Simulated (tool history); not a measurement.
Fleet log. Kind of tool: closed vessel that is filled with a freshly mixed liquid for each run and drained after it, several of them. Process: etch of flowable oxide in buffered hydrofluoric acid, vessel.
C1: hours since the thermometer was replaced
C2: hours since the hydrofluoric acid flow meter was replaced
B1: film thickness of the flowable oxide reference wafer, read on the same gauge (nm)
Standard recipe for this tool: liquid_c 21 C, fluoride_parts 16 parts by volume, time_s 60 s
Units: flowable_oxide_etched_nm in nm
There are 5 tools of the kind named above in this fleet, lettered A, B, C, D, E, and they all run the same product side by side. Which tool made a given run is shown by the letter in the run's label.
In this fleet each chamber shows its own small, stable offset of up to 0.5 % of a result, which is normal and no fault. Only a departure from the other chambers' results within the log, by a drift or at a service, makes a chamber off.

Run 1C, hour 6.4: usual settings; C1 25.2; C2 200; B1 39.989. Result: flowable_oxide_etched_nm 93.267 nm.
Run 2A, hour 15.1: usual settings; C1 256.7; C2 75.4; B1 40.009. Result: flowable_oxide_etched_nm 93.745 nm.
Run 3E, hour 23: usual settings; C1 2978.3; C2 622.5; B1 40.011. Result: flowable_oxide_etched_nm 92.793 nm.
Run 4D, hour 31.5: usual settings; C1 336.3; C2 57.8; B1 40.028. Result: flowable_oxide_etched_nm 93.115 nm.
Run 5B, hour 38.8: usual settings; C1 494.7; C2 209.1; B1 40.004. Result: flowable_oxide_etched_nm 93.269 nm.
Run 6B, hour 43.6: usual settings; C1 499.5; C2 213.9; B1 39.995. Result: flowable_oxide_etched_nm 92.721 nm.
Run 7C, hour 50.6: usual settings but liquid_c 17 C, time_s 75 s; C1 69.4; C2 244.2; B1 40.011. Result: flowable_oxide_etched_nm 93.744 nm.
Run 8A, hour 58: usual settings but liquid_c 17 C, time_s 75 s; C1 299.6; C2 118.3; B1 40.003. Result: flowable_oxide_etched_nm 94.527 nm.
Run 9E, hour 67.5: usual settings but liquid_c 17 C, time_s 75 s; C1 3022.8; C2 667; B1 40.002. Result: flowable_oxide_etched_nm 93.837 nm.
Run 10D, hour 73.9: usual settings but liquid_c 17 C, time_s 75 s; C1 378.7; C2 100.2; B1 39.981. Result: flowable_oxide_etched_nm 93.055 nm.
Run 11A, hour 78.2: usual settings but liquid_c 17 C, time_s 75 s; C1 319.8; C2 138.5; B1 39.998. Result: flowable_oxide_etched_nm 93.844 nm.
Run 12D, hour 87.4: usual settings; C1 392.2; C2 113.7; B1 40.024. Result: flowable_oxide_etched_nm 93.984 nm.
Run 13E, hour 92.1: usual settings; C1 3047.4; C2 691.6; B1 40.007. Result: flowable_oxide_etched_nm 94.693 nm.
Run 14C, hour 101.4: usual settings; C1 120.2; C2 295; B1 39.993. Result: flowable_oxide_etched_nm 93.87 nm.
Run 15B, hour 109.9: usual settings; C1 565.8; C2 280.2; B1 39.989. Result: flowable_oxide_etched_nm 93.199 nm.
Run 16C, hour 116.1: usual settings; C1 134.9; C2 309.7; B1 40.006. Result: flowable_oxide_etched_nm 93.306 nm.
Run 17E, hour 124.5: usual settings; C1 3079.8; C2 724; B1 40. Result: flowable_oxide_etched_nm 93.53 nm.
Run 18A, hour 132.7: usual settings; C1 374.3; C2 193; B1 39.985. Result: flowable_oxide_etched_nm 93.12 nm.
Run 19D, hour 140.5: usual settings; C1 445.3; C2 166.8; B1 40.019. Result: flowable_oxide_etched_nm 94.143 nm.
Run 20B, hour 146.5: usual settings but liquid_c 17 C, fluoride_parts 11.5 parts by volume; C1 602.4; C2 316.8; B1 39.992. Result: flowable_oxide_etched_nm 103.07 nm.
Run 21A, hour 154: usual settings but liquid_c 17 C, fluoride_parts 11.5 parts by volume; C1 395.6; C2 214.3; B1 40.009. Result: flowable_oxide_etched_nm 102.21 nm.
Run 22B, hour 163.1: usual settings but liquid_c 17 C, fluoride_parts 11.5 parts by volume; C1 619; C2 333.4; B1 39.99. Result: flowable_oxide_etched_nm 104.56 nm.
Run 23C, hour 168.4: usual settings but liquid_c 17 C, fluoride_parts 11.5 parts by volume; C1 187.2; C2 362; B1 39.998. Result: flowable_oxide_etched_nm 104.33 nm.
Run 24E, hour 173.2: usual settings but liquid_c 17 C, fluoride_parts 11.5 parts by volume; C1 3128.5; C2 772.7; B1 40. Result: flowable_oxide_etched_nm 104.49 nm.
Run 25D, hour 182.6: usual settings; C1 487.4; C2 208.9; B1 40.009. Result: flowable_oxide_etched_nm 93.977 nm.
At hour 183.6: chamber E: thermometer replaced.
Run 26C, hour 191.9: usual settings; C1 210.7; C2 385.5; B1 39.984. Result: flowable_oxide_etched_nm 93.971 nm.
Run 27E, hour 196.2: usual settings; C1 12.6; C2 795.7; B1 40.022. Result: flowable_oxide_etched_nm 93.744 nm.
Run 28B, hour 204.8: usual settings; C1 660.7; C2 375.1; B1 40. Result: flowable_oxide_etched_nm 96.629 nm.
Run 29D, hour 209.8: usual settings but fluoride_parts 22.5 parts by volume; C1 514.6; C2 236.1; B1 39.99. Result: flowable_oxide_etched_nm 68.777 nm.
Run 30A, hour 216.7: usual settings but fluoride_parts 22.5 parts by volume; C1 458.3; C2 277; B1 40.011. Result: flowable_oxide_etched_nm 68.924 nm.
Run 31A, hour 226.2: usual settings but fluoride_parts 22.5 parts by volume; C1 467.8; C2 286.5; B1 39.968. Result: flowable_oxide_etched_nm 69.958 nm.
Run 32D, hour 232.5: usual settings but fluoride_parts 22.5 parts by volume; C1 537.3; C2 258.8; B1 39.983. Result: flowable_oxide_etched_nm 68.879 nm.
Run 33B, hour 239.6: usual settings but fluoride_parts 22.5 parts by volume; C1 695.5; C2 409.9; B1 40.011. Result: flowable_oxide_etched_nm 72.01 nm.
Run 34C, hour 249.3: usual settings; C1 268.1; C2 442.9; B1 39.996. Result: flowable_oxide_etched_nm 92.919 nm.
Run 35E, hour 259.1: usual settings but fluoride_parts 12.5 parts by volume, time_s 40 s; C1 75.5; C2 858.6; B1 39.997. Result: flowable_oxide_etched_nm 80.194 nm.
Run 36E, hour 264.8: usual settings but fluoride_parts 12.5 parts by volume, time_s 40 s; C1 81.2; C2 864.3; B1 40.01. Result: flowable_oxide_etched_nm 78.695 nm.
Run 37A, hour 272: usual settings but fluoride_parts 12.5 parts by volume, time_s 40 s; C1 513.6; C2 332.3; B1 40.01. Result: flowable_oxide_etched_nm 79.879 nm.
Run 38B, hour 279.6: usual settings but fluoride_parts 12.5 parts by volume, time_s 40 s; C1 735.5; C2 449.9; B1 40.004. Result: flowable_oxide_etched_nm 84.632 nm.
Run 39D, hour 285.3: usual settings but fluoride_parts 12.5 parts by volume, time_s 40 s; C1 590.1; C2 311.6; B1 39.973. Result: flowable_oxide_etched_nm 79.327 nm.
Run 40C, hour 293.7: usual settings; C1 312.5; C2 487.3; B1 40.004. Result: flowable_oxide_etched_nm 93.595 nm.
Run 41D, hour 298.5: usual settings but liquid_c 17 C; C1 603.3; C2 324.8; B1 39.987. Result: flowable_oxide_etched_nm 74.814 nm.
Run 42C, hour 306.3: usual settings but liquid_c 17 C; C1 325.1; C2 499.9; B1 40.011. Result: flowable_oxide_etched_nm 74.628 nm.
Run 43A, hour 310.7: usual settings but liquid_c 17 C; C1 552.3; C2 371; B1 40.01. Result: flowable_oxide_etched_nm 75.409 nm.

Predict what each chamber gives when all 5 of them run the settings below next.
Run 44A, hour 317.8: usual settings but fluoride_parts 13.5 parts by volume. Result: flowable_oxide_etched_nm ?.
Run 44B, hour 317.8: usual settings but fluoride_parts 13.5 parts by volume. Result: flowable_oxide_etched_nm ?.
Run 44C, hour 317.8: usual settings but fluoride_parts 13.5 parts by volume. Result: flowable_oxide_etched_nm ?.
Run 44D, hour 317.8: usual settings but fluoride_parts 13.5 parts by volume. Result: flowable_oxide_etched_nm ?.
Run 44E, hour 317.8: usual settings but fluoride_parts 13.5 parts by volume. Result: flowable_oxide_etched_nm ?.

run  flowable_oxide_etched_nm
44A                    110.27
44B                    118.23
44C                    111.42
44D                    109.07
44E                    110.29
